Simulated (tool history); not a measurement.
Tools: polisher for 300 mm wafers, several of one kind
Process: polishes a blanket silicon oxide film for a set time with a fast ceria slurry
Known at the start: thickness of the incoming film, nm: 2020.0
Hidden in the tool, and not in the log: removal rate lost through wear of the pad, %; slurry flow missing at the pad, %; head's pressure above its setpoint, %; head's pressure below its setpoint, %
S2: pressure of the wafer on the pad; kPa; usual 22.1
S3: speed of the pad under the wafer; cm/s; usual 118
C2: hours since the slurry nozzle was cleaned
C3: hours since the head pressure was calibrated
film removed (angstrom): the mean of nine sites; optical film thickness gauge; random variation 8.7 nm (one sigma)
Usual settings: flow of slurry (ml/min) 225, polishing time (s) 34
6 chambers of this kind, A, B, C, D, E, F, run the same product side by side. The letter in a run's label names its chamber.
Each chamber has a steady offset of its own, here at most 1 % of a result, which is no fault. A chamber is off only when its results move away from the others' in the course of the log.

{"hour": 3.5, "done": "chamber C: worn pad replaced by a new one"}
{"hour": 12.1, "done": "chamber B: worn pad replaced by a new one"}
{"run": "1A", "hour": 14.3, "flow of slurry (ml/min)": 225, "S2": 22.1, "S3": 118, "polishing time (s)": 34, "wafers polished on this pad": 185, "C2": 227.4, "C3": 119, "film removed (angstrom)": 8026.7}
{"hour": 22.8, "done": "chamber F: worn pad replaced by a new one"}
{"run": "2F", "hour": 23.9, "flow of slurry (ml/min)": 225, "S2": 22.1, "S3": 118, "polishing time (s)": 34, "wafers polished on this pad": 12, "C2": 416, "C3": 486.1, "film removed (angstrom)": 8264.3}
{"hour": 33.1, "done": "chamber D: worn pad replaced by a new one"}
{"run": "3E", "hour": 39.6, "flow of slurry (ml/min)": 225, "S2": 22.1, "S3": 118, "polishing time (s)": 34, "wafers polished on this pad": 788, "C2": 109.2, "C3": 748.7, "film removed (angstrom)": 8143.6}
{"run": "4B", "hour": 48.8, "flow of slurry (ml/min)": 225, "S2": 22.1, "S3": 118, "polishing time (s)": 34, "wafers polished on this pad": 410, "C2": 144, "C3": 293.1, "film removed (angstrom)": 8032.5}
{"run": "5C", "hour": 56.2, "flow of slurry (ml/min)": 225, "S2": 22.1, "S3": 118, "polishing time (s)": 34, "wafers polished on this pad": 589, "C2": 431.2, "C3": 421.4, "film removed (angstrom)": 8110.8}
{"run": "6D", "hour": 63.5, "flow of slurry (ml/min)": 225, "S2": 22.1, "S3": 118, "polishing time (s)": 34, "wafers polished on this pad": 340, "C2": 86.7, "C3": 220.7, "film removed (angstrom)": 8125.8}
{"run": "7A", "hour": 72.7, "flow of slurry (ml/min)": 225, "S2": 22.1, "S3": 118, "polishing time (s)": 34, "wafers polished on this pad": 838, "C2": 285.8, "C3": 177.4, "film removed (angstrom)": 8066.2}
{"run": "8F", "hour": 85.8, "flow of slurry (ml/min)": 225, "S2": 14.5, "S3": 118, "polishing time (s)": 34, "wafers polished on this pad": 704, "C2": 477.9, "C3": 548, "film removed (angstrom)": 5454.7}
{"hour": 90.5, "done": "chamber C: worn pad replaced by a new one"}
{"hour": 92.7, "done": "chamber E: worn pad replaced by a new one"}
{"hour": 99.6, "done": "chamber A: worn pad replaced by a new one"}
{"run": "9B", "hour": 101.0, "flow of slurry (ml/min)": 225, "S2": 14.5, "S3": 118, "polishing time (s)": 34, "wafers polished on this pad": 993, "C2": 196.2, "C3": 345.3, "film removed (angstrom)": 5352.3}
{"hour": 104.1, "done": "chamber B: worn pad replaced by a new one"}
{"hour": 113.5, "done": "chamber D: worn pad replaced by a new one"}
{"run": "10C", "hour": 116.0, "flow of slurry (ml/min)": 225, "S2": 14.5, "S3": 118, "polishing time (s)": 34, "wafers polished on this pad": 284, "C2": 491, "C3": 481.2, "film removed (angstrom)": 5244.9}
{"run": "11D", "hour": 130.1, "flow of slurry (ml/min)": 225, "S2": 14.5, "S3": 118, "polishing time (s)": 34, "wafers polished on this pad": 185, "C2": 153.3, "C3": 287.3, "film removed (angstrom)": 5276.2}
{"hour": 133.6, "done": "chamber F: worn pad replaced by a new one"}
{"run": "12E", "hour": 137.6, "flow of slurry (ml/min)": 225, "S2": 14.5, "S3": 118, "polishing time (s)": 34, "wafers polished on this pad": 502, "C2": 207.2, "C3": 846.7, "film removed (angstrom)": 5397.6}
{"run": "13F", "hour": 149.7, "flow of slurry (ml/min)": 225, "S2": 14.5, "S3": 118, "polishing time (s)": 34, "wafers polished on this pad": 180, "C2": 541.8, "C3": 611.9, "film removed (angstrom)": 5358.2}
{"run": "14C", "hour": 164.1, "flow of slurry (ml/min)": 290, "S2": 17.2, "S3": 118, "polishing time (s)": 34, "wafers polished on this pad": 822, "C2": 539.1, "C3": 529.3, "film removed (angstrom)": 6501.9}
{"run": "15E", "hour": 173.5, "flow of slurry (ml/min)": 290, "S2": 17.2, "S3": 118, "polishing time (s)": 34, "wafers polished on this pad": 903, "C2": 243.1, "C3": 882.6, "film removed (angstrom)": 6494.5}
{"run": "16A", "hour": 186.8, "flow of slurry (ml/min)": 290, "S2": 17.2, "S3": 118, "polishing time (s)": 34, "wafers polished on this pad": 975, "C2": 399.9, "C3": 291.5, "film removed (angstrom)": 6620.7}
{"hour": 195.0, "done": "chamber C: worn pad replaced by a new one"}
{"hour": 196.6, "done": "chamber E: worn pad replaced by a new one"}
{"hour": 199.0, "done": "chamber D: worn pad replaced by a new one"}
{"run": "17B", "hour": 199.4, "flow of slurry (ml/min)": 290, "S2": 17.2, "S3": 118, "polishing time (s)": 34, "wafers polished on this pad": 1065, "C2": 294.6, "C3": 443.7, "film removed (angstrom)": 6651}
{"hour": 200.5, "done": "chamber B: worn pad replaced by a new one"}
{"run": "18D", "hour": 212.3, "flow of slurry (ml/min)": 290, "S2": 17.2, "S3": 118, "polishing time (s)": 34, "wafers polished on this pad": 149, "C2": 235.5, "C3": 369.5, "film removed (angstrom)": 6330.5}
{"hour": 213.8, "done": "chamber A: worn pad replaced by a new one"}
{"run": "19E", "hour": 220.0, "flow of slurry (ml/min)": 290, "S2": 17.2, "S3": 118, "polishing time (s)": 34, "wafers polished on this pad": 262, "C2": 289.6, "C3": 929.1, "film removed (angstrom)": 6472.8}
{"run": "20F", "hour": 233.6, "flow of slurry (ml/min)": 225, "S2": 22.1, "S3": 118, "polishing time (s)": 34, "wafers polished on this pad": 1117, "C2": 625.7, "C3": 695.8, "film removed (angstrom)": 8229.1}
{"hour": 238.3, "done": "chamber F: slurry nozzle cleaned"}
{"run": "21B", "hour": 247.8, "flow of slurry (ml/min)": 225, "S2": 22.1, "S3": 118, "polishing time (s)": 34, "wafers polished on this pad": 528, "C2": 343, "C3": 492.1, "film removed (angstrom)": 8171.3}
{"hour": 258.7, "done": "chamber F: worn pad replaced by a new one"}
{"run": "22C", "hour": 260.2, "flow of slurry (ml/min)": 225, "S2": 22.1, "S3": 118, "polishing time (s)": 34, "wafers polished on this pad": 729, "C2": 635.2, "C3": 625.4, "film removed (angstrom)": 8054}
{"run": "23D", "hour": 273.9, "flow of slurry (ml/min)": 225, "S2": 22.1, "S3": 118, "polishing time (s)": 34, "wafers polished on this pad": 837, "C2": 297.1, "C3": 431.1, "film removed (angstrom)": 8062.1}
{"hour": 281.9, "done": "chamber E: head pressure recalibrated"}
{"run": "24A", "hour": 285.1, "flow of slurry (ml/min)": 225, "S2": 22.1, "S3": 118, "polishing time (s)": 34, "wafers polished on this pad": 796, "C2": 498.2, "C3": 389.8, "film removed (angstrom)": 7980.9}
{"hour": 293.0, "done": "chamber B: worn pad replaced by a new one"}
{"hour": 295.4, "done": "chamber D: worn pad replaced by a new one"}
{"hour": 297.2, "done": "chamber C: worn pad replaced by a new one"}
{"run": "25E", "hour": 298.8, "flow of slurry (ml/min)": 225, "S2": 22.1, "S3": 118, "polishing time (s)": 34, "wafers polished on this pad": 1142, "C2": 368.4, "C3": 16.9, "film removed (angstrom)": 7355.9}
{"hour": 302.7, "done": "chamber A: worn pad replaced by a new one"}
{"hour": 312.2, "done": "chamber E: worn pad replaced by a new one"}
{"run": "26B", "hour": 314.9, "flow of slurry (ml/min)": 260, "S2": 22.1, "S3": 118, "polishing time (s)": 34, "wafers polished on this pad": 245, "C2": 410.1, "C3": 559.2, "film removed (angstrom)": 8189.6}
{"run": "27A", "hour": 328.8, "flow of slurry (ml/min)": 260, "S2": 22.1, "S3": 118, "polishing time (s)": 34, "wafers polished on this pad": 291, "C2": 541.9, "C3": 433.5, "film removed (angstrom)": 8237}
{"run": "28F", "hour": 340.2, "flow of slurry (ml/min)": 260, "S2": 22.1, "S3": 118, "polishing time (s)": 34, "wafers polished on this pad": 911, "C2": 102, "C3": 802.4, "film removed (angstrom)": 8306.2}
{"run": "29D", "hour": 349.1, "flow of slurry (ml/min)": 260, "S2": 22.1, "S3": 118, "polishing time (s)": 34, "wafers polished on this pad": 600, "C2": 372.3, "C3": 506.3, "film removed (angstrom)": 8165.5}
{"hour": 358.8, "done": "chamber B: head pressure recalibrated"}
{"run": "30C", "hour": 365.0, "flow of slurry (ml/min)": 260, "S2": 22.1, "S3": 118, "polishing time (s)": 34, "wafers polished on this pad": 758, "C2": 740, "C3": 730.2, "film removed (angstrom)": 8144.5}
{"hour": 380.8, "done": "chamber B: worn pad replaced by a new one"}
{"run": "31E", "hour": 380.8, "flow of slurry (ml/min)": 260, "S2": 22.1, "S3": 118, "polishing time (s)": 34, "wafers polished on this pad": 766, "C2": 450.4, "C3": 98.9, "film removed (angstrom)": 7657.9}
{"hour": 388.1, "done": "chamber C: worn pad replaced by a new one"}
{"run": "32B", "hour": 388.5, "flow of slurry (ml/min)": 225, "S2": 22.1, "S3": 118, "polishing time (s)": 34, "wafers polished on this pad": 86, "C2": 483.7, "C3": 29.8, "film removed (angstrom)": 8113.1}
{"hour": 391.0, "done": "chamber D: worn pad replaced by a new one"}
{"hour": 392.5, "done": "chamber A: slurry nozzle cleaned"}
{"hour": 396.2, "done": "chamber F: worn pad replaced by a new one"}
{"run": "33F", "hour": 402.1, "flow of slurry (ml/min)": 225, "S2": 22.1, "S3": 118, "polishing time (s)": 34, "wafers polished on this pad": 66, "C2": 163.9, "C3": 864.3, "film removed (angstrom)": 8141.1}
{"hour": 403.3, "done": "chamber C: slurry nozzle cleaned"}
{"run": "34C", "hour": 416.7, "flow of slurry (ml/min)": 225, "S2": 22.1, "S3": 118, "polishing time (s)": 34, "wafers polished on this pad": 320, "C2": 13.5, "C3": 781.9, "film removed (angstrom)": 8087.8}
{"hour": 421.5, "done": "chamber A: worn pad replaced by a new one"}
{"run": "35A", "hour": 431.1, "flow of slurry (ml/min)": 225, "S2": 22.1, "S3": 118, "polishing time (s)": 34, "wafers polished on this pad": 107, "C2": 38.6, "C3": 535.8, "film removed (angstrom)": 8096.4}
{"run": "36D", "hour": 439.6, "flow of slurry (ml/min)": 225, "S2": 16.5, "S3": 118, "polishing time (s)": 34, "wafers polished on this pad": 543, "C2": 462.8, "C3": 596.8, "film removed (angstrom)": 6035.7}

What goes on in this fleet: one chamber off, a drifting gauge, or nothing beyond the chambers' own small offsets? Name the chamber and the cause, if any.

A service left chamber E off against the others.
Cause: head's pressure below its setpoint, % = 8.34.

Here are 4 candidates for chamber E's next run, each the usual settings with a change, their results left as question marks. Which one brings its results back in line with what the others give on the usual settings?
In line means no further than this from the other chambers' mean on the usual settings: film removed (angstrom) 300
{"run": "37E-1", "hour": 451.2, "flow of slurry (ml/min)": 225, "S2": 23.4, "S3": 126, "polishing time (s)": 36, "film removed (angstrom)": "?"}
{"run": "37E-2", "hour": 451.2, "flow of slurry (ml/min)": 225, "S2": 21.4, "S3": 114, "polishing time (s)": 33, "film removed (angstrom)": "?"}
{"run": "37E-3", "hour": 451.2, "flow of slurry (ml/min)": 225, "S2": 22.8, "S3": 124, "polishing time (s)": 34, "film removed (angstrom)": "?"}
{"run": "37E-4", "hour": 451.2, "flow of slurry (ml/min)": 225, "S2": 22.1, "S3": 118, "polishing time (s)": 28, "film removed (angstrom)": "?"}

The other chambers' mean on the usual settings: film removed (angstrom) 8127.3
run=37E-1 film_removed_(angstrom)=9006.7
run=37E-2 film_removed_(angstrom)=6806
run=37E-3 film_removed_(angstrom)=8124.3
run=37E-4 film_removed_(angstrom)=6171.8
37E-3 brings the chamber back in line.
